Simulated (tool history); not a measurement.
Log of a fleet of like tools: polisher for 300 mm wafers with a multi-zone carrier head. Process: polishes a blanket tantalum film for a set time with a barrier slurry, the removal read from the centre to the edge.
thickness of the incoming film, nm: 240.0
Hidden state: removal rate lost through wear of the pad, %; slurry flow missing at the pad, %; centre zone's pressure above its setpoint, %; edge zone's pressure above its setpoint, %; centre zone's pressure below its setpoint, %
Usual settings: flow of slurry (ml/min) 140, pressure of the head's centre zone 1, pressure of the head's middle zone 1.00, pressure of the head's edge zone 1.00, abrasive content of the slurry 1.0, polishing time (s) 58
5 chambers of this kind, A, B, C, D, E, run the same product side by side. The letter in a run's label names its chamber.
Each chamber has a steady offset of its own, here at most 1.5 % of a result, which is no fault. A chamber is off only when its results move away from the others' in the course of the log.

run,day,flow of slurry (ml/min),pressure of the head's centre zone,pressure of the head's middle zone,pressure of the head's edge zone,abrasive content of the slurry,polishing time (s),wafers polished on this pad,hours since the slurry nozzle was cleaned,hours since the centre zone pressure was calibrated,hours since the edge zone pressure was calibrated,film removed at the wafer's centre (Å),film removed at mid-radius (Å),film removed at the wafer's edge (Å)
1B,0.146,140,1,1.00,1.00,1.0,58,215,398.8,602.1,350.9,678.17,687.36,683.41
# day 0.317: chamber C: worn pad replaced by a new one
# day 0.346: chamber A: worn pad replaced by a new one
2A,0.442,140,1,1.00,1.00,1.0,58,23,142.5,693.7,258.2,695.96,715.43,691.41
# day 0.600: chamber E: worn pad replaced by a new one
3E,0.700,140,1,1.00,1.00,1.0,58,24,169.1,394.8,350.1,684.24,692.91,680.05
4D,0.954,140,1,1.00,1.00,1.0,58,1092,193.6,838.1,387.0,699.17,693.80,699.57
5C,1.142,140,1,1.00,1.00,1.0,58,200,145.5,410.3,468.2,679.70,701.77,690.55
# day 1.217: chamber D: worn pad replaced by a new one
6C,1.417,140,1,1.00,1.00,1.0,58,267,152.1,416.9,474.8,691.25,712.33,684.11
7D,1.621,140,1,1.00,1.00,1.0,58,98,209.6,854.1,403.0,694.31,680.06,695.66
8A,1.850,140,1,1.09,1.00,1.2,58,365,176.3,727.5,292.0,735.14,807.65,732.97
9E,2.129,140,1,1.09,1.00,1.2,58,371,203.4,429.1,384.4,724.64,787.30,714.28
# day 2.242: chamber C: slurry nozzle cleaned
10B,2.367,140,1,1.09,1.00,1.2,58,755,452.1,655.4,404.2,722.96,793.21,723.20
# day 2.538: chamber B: worn pad replaced by a new one
11C,2.629,140,1,1.09,1.00,1.2,58,562,9.4,446.0,503.9,722.38,803.24,735.13
12A,2.846,140,1,1.09,1.00,1.2,58,607,200.2,751.4,315.9,718.23,803.46,728.22
# day 2.875: chamber A: worn pad replaced by a new one
# day 3.033: chamber E: worn pad replaced by a new one
# day 3.046: chamber C: worn pad replaced by a new one
13B,3.071,140,1,1.00,1.00,1.0,58,129,469.0,672.3,421.1,682.76,679.66,686.94
14D,3.242,140,1,1.00,1.00,1.0,58,491,248.5,893.0,441.9,698.23,695.55,700.48
15E,3.433,140,1,1.00,1.00,1.0,58,97,234.7,460.4,415.7,689.82,703.40,676.44
16D,3.738,140,1,1.00,1.00,1.0,58,612,260.4,904.9,453.8,685.89,675.95,695.73
17A,4.025,185,1,1.00,1.11,1.0,58,279,228.5,779.7,344.2,720.26,725.48,757.14
18C,4.308,185,1,1.00,1.11,1.0,58,306,49.7,486.3,544.2,693.76,736.92,763.66
19E,4.542,185,1,1.00,1.11,1.0,58,366,261.3,487.0,442.3,724.78,726.92,766.55
# day 4.675: chamber B: edge zone pressure recalibrated
20B,4.767,185,1,1.00,1.11,1.0,58,541,509.7,713.0,2.2,723.76,717.61,766.50
21A,5.067,185,1,1.00,1.11,1.0,58,532,253.5,804.7,369.2,731.02,730.24,753.63
# day 5.171: chamber D: worn pad replaced by a new one
# day 5.200: chamber B: slurry nozzle cleaned
22C,5.204,140,1,1.00,1.00,1.0,58,524,71.2,507.8,565.7,645.96,705.62,689.00
# day 5.262: chamber E: worn pad replaced by a new one
# day 5.304: chamber B: worn pad replaced by a new one
23B,5.429,140,1,1.00,1.00,1.0,58,30,5.5,728.9,18.1,675.57,691.64,689.55
24D,5.712,140,1,1.00,1.00,1.0,58,132,307.8,952.3,501.2,695.48,686.18,704.73
# day 5.833: chamber A: worn pad replaced by a new one
25E,5.879,140,1,1.00,1.00,1.0,58,150,293.4,519.1,474.4,686.60,698.21,687.09
# day 5.954: chamber C: worn pad replaced by a new one
# day 5.979: chamber E: centre zone pressure recalibrated
26C,6.162,140,1,1.00,1.00,1.0,58,51,94.2,530.8,588.7,636.07,682.07,685.61
27E,6.471,140,1,1.00,1.00,1.0,58,293,307.6,11.9,488.6,684.16,687.23,694.58
28B,6.688,95,1,1.00,1.00,1.0,58,336,35.7,759.1,48.3,622.94,613.36,648.25
29D,6.858,95,1,1.00,1.00,1.0,58,410,335.3,979.8,528.7,627.86,612.69,638.05
30A,7.004,95,1,1.00,1.00,1.0,58,284,300.0,851.2,415.7,628.13,647.71,648.53
31B,7.142,95,1,1.00,1.00,1.0,58,446,46.6,770.0,59.2,606.53,637.12,655.99
# day 7.246: chamber E: worn pad replaced by a new one
32D,7.375,95,1,1.00,1.00,1.0,58,536,347.7,992.2,541.1,622.78,633.97,658.18
33E,7.625,140,1,1.00,1.00,1.0,58,92,335.3,39.6,516.3,694.45,692.34,682.38
34C,7.821,140,1,1.00,1.00,1.0,58,453,134.0,570.6,628.5,618.47,695.76,689.83
35A,8.088,140,1,1.00,1.00,1.0,58,547,326.0,877.2,441.7,696.36,696.26,690.20

All 5 chambers run these settings next. Forecast each chamber's results:
36A,8.312,140,1,1.00,1.04,1.0,58,,,,,?,?,?
36B,8.312,140,1,1.00,1.04,1.0,58,,,,,?,?,?
36C,8.312,140,1,1.00,1.04,1.0,58,,,,,?,?,?
36D,8.312,140,1,1.00,1.04,1.0,58,,,,,?,?,?
36E,8.312,140,1,1.00,1.04,1.0,58,,,,,?,?,?

run,film removed at the wafer's centre (Å),film removed at mid-radius (Å),film removed at the wafer's edge (Å)
36A,706.58,706.87,707.53
36B,673.29,688.95,700.09
36C,607.76,680.33,706.38
36D,687.68,700.37,717.57
36E,700.16,695.96,701.52
